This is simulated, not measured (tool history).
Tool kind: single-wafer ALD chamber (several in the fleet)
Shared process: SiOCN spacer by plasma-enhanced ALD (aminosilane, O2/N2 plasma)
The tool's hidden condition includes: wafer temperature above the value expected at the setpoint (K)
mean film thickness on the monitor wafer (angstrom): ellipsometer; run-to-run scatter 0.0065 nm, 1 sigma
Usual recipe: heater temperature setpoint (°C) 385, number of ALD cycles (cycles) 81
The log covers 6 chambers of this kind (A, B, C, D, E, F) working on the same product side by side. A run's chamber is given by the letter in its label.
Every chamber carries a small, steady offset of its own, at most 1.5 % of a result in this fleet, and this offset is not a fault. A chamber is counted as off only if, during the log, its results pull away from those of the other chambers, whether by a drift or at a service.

run	day	heater temperature setpoint (°C)	number of ALD cycles (cycles)	hours since the last thermocouple change	read-back reference wafer on the same gauge, thickness_nm	mean film thickness on the monitor wafer (angstrom)
1F	0.312	385	81	979.1	4.4114	49.052
2D	0.579	385	81	492.6	4.4081	49.114
3C	0.808	385	81	842.6	4.4083	48.929
4B	1.138	385	81	796.6	4.409	48.717
5E	1.45	385	68	622.6	4.4074	40.559
6A	1.971	385	68	1783.7	4.4078	41.007
7A	2.375	385	68	1793.4	4.4061	40.947
8B	2.742	385	68	835.1	4.4065	40.941
9C	3.242	385	68	901	4.4048	41.024
# day 3.621: chamber C: thermocouple changed; heater temperature recalibrated
10E	3.654	385	68	675.5	4.4045	40.571
11D	3.925	385	81	572.9	4.4044	49.037
12F	4.254	385	81	1073.7	4.4014	48.962
13F	4.571	376	92	1081.3	4.4027	55.731
14D	4.879	376	92	595.8	4.4021	55.874
15C	5.262	376	92	39.4	4.4021	55.702
16B	5.617	376	92	904.1	4.402	55.385
17E	5.962	376	92	730.9	4.4004	54.903
18A	6.396	376	92	1889.9	4.4014	55.234
19E	6.854	385	81	752.3	4.3986	48.162
20B	7.288	385	94	944.2	4.3996	56.365
21A	7.717	385	94	1921.6	4.4002	56.495
22D	8.1	385	94	673.1	4.3984	57.145
23F	8.367	385	94	1172.4	4.3989	56.83
24C	8.858	385	94	125.7	4.3954	56.745
25C	9.146	385	94	132.6	4.3959	56.881
26A	9.421	385	81	1962.5	4.3962	48.65
27E	9.938	385	81	826.3	4.3965	48.303
28B	10.183	385	81	1013.7	4.3945	48.55
29D	10.479	385	81	730.2	4.3943	48.925
30F	10.95	385	92	1234.4	4.3928	55.576
31B	11.283	385	92	1040.1	4.3929	55.196
32F	11.779	385	92	1254.3	4.3934	55.485
33D	12.175	385	92	770.9	4.3915	55.72
34E	12.604	385	92	890.3	4.3905	54.83
35C	12.983	385	92	224.7	4.3899	55.488
36A	13.458	385	81	2059.4	4.3895	48.656
37F	13.808	385	81	1303	4.3888	48.94
38A	14.304	385	81	2079.7	4.3883	48.412
39D	14.821	391	73	834.4	4.3883	44.217
40E	15.258	391	73	954	4.3871	43.413
41C	15.721	391	73	290.4	4.3856	43.83

Is one chamber out of step, is the gauge drifting, or do the chambers differ by no more than their own small offsets? For an off chamber, give its letter and the likeliest cause.

Gauge drift. The chambers move together only on paper, and none stands off.
Cause: gauge reads low (%) = 0.549.
